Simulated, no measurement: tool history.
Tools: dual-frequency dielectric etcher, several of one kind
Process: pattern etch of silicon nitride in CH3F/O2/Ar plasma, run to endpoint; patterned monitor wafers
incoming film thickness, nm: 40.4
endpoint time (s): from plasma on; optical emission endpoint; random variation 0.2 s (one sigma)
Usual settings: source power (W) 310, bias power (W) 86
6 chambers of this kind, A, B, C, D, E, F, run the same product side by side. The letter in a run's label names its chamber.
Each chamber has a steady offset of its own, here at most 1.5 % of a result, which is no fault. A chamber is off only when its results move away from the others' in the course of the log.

run   hour  source power (W)  bias power (W)  endpoint time (s)
 1B    8.0               310              86             60.039
 2F   13.9               310              86             60.509
 3C   23.4               310              86             60.551
 4A   31.4               310              86             60.863
      38.6  -- chamber D: wet clean of the chamber
 5E   41.2               310              86             59.981
 6D   53.8               310              86             60.764
 7A   60.5               350             105             54.172
 8F   69.0               350             105             53.815
 9C   75.7               350             105             53.468
10E   82.8               350             105             53.153
11B   95.3               350             105             53.338
12D  105.5               350             105             54.327
13A  116.0               310              86             60.453
     118.1  -- chamber F: wet clean of the chamber
14F  128.8               230              70             72.164
15E  139.6               230              70             72.504
16C  146.1               230              70             73.128
17D  155.5               230              70             73.542
18B  162.1               230              70             72.480
19D  172.3               230              70             73.674
20A  178.4               310              86             60.539
21F  186.5               310              86             60.628
22E  198.4               310              86             60.006
23C  209.8               310              94             58.390
24B  218.6               310              94             57.798
25C  229.7               310              94             58.136
26D  236.7               310              94             59.044
     246.8  -- chamber B: bias power generator calibrated
27F  248.5               310              94             58.484
28E  259.4               310              94             58.346
29B  267.5               310              86             60.701
30A  275.5               310              86             60.284
31B  283.4               310              86             60.277
     293.6  -- chamber C: wet clean of the chamber
32F  294.2               310              86             60.610
33C  301.8               310              86             60.373
34E  312.6               310              86             60.133
35A  319.8               310              86             60.385
36D  328.4               310              86             60.904
37B  337.5               310              86             60.579

Is one chamber off against the others, does the gauge drift, or is nothing wrong? If a chamber is off, say which, and what the likeliest cause is.

No chamber stands off beyond its own small offset, and the gauge holds steady.

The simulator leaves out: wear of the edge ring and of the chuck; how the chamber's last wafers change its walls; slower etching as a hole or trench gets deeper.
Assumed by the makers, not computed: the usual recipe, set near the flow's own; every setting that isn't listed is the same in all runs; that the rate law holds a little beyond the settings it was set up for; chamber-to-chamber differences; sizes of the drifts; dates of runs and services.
